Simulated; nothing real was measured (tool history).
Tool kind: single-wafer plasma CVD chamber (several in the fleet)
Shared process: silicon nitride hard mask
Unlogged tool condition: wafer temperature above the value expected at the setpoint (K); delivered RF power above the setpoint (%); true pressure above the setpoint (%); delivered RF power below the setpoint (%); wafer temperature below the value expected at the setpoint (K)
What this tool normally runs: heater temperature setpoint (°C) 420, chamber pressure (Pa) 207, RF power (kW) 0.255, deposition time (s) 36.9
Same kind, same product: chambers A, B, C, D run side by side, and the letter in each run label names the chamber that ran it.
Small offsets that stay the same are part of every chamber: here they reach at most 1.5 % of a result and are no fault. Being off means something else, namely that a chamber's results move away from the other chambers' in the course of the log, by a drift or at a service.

run,day,heater temperature setpoint (°C),chamber pressure (Pa),RF power (kW),deposition time (s),hours since the last thermocouple change,hours since the last RF generator calibration,hours since the last manometer calibration,"read-back reference wafer on the same gauge, thickness_nm",mean film thickness on the monitor wafer (Å)
1C,0.321,420,207,0.255,36.9,1540.8,374.2,633.3,42.191,370.04
2B,0.558,420,207,0.255,36.9,608.1,1361.3,280.9,42.191,369.25
3A,0.942,420,207,0.255,36.9,654.1,301.6,2217.5,42.179,372.39
4D,1.212,420,207,0.255,36.9,754.6,985.5,771.2,42.158,371.17
5A,1.45,420,207,0.255,36.9,666.3,313.8,2229.7,42.173,372.98
6C,1.871,420,207,0.255,36.9,1578,411.4,670.5,42.159,370.83
7B,2.254,420,207,0.255,36.9,648.8,1402,321.6,42.158,369.09
8D,2.6,420,207,0.255,36.9,787.9,1018.8,804.5,42.136,370.17
9A,2.929,420,207,0.255,36.9,701.8,349.3,2265.2,42.144,373.04
10C,3.333,420,207,0.255,36.9,1613.1,446.5,705.6,42.136,370.34
# day 3.562: chamber D: RF generator calibrated
11B,3.717,420,207,0.255,36.9,683.9,1437.1,356.7,42.13,369.12
12D,4.054,420,207,0.255,36.9,822.8,11.8,839.4,42.131,370.74
13A,4.275,420,207,0.255,36.9,734.1,381.6,2297.5,42.108,372.09
14D,4.717,420,207,0.255,36.9,838.7,27.7,855.3,42.104,371.25
15C,5.142,420,207,0.255,36.9,1656.5,489.9,749,42.075,370.12
16B,5.462,420,207,0.255,36.9,725.8,1479,398.6,42.079,368.35
17C,5.854,420,207,0.255,36.9,1673.6,507,766.1,42.085,369.3
18A,6.121,420,207,0.255,36.9,778.4,425.9,2341.8,42.062,371.97
19D,6.533,420,207,0.255,36.9,882.3,71.3,898.9,42.057,369.55
20B,6.992,420,207,0.255,36.9,762.5,1515.7,435.3,42.047,368.29
21C,7.429,420,207,0.255,36.9,1711.4,544.8,803.9,42.041,369.03
22A,7.917,420,207,0.255,36.9,821.5,469,2384.9,42.029,370.92
23D,8.2,420,207,0.255,36.9,922.3,111.3,938.9,42.01,369.59
24B,8.521,420,207,0.255,36.9,799.2,1552.4,472,42.005,368.23
25A,8.788,420,207,0.255,36.9,842.4,489.9,2405.8,42.008,370.7

Is one chamber out of step, is the gauge drifting, or do the chambers differ by no more than their own small offsets? For an off chamber, give its letter and the likeliest cause.

The shared gauge is drifting. All chambers look as if they move in step, but none is off.
Most likely cause: gauge reads low (%) = 0.463.
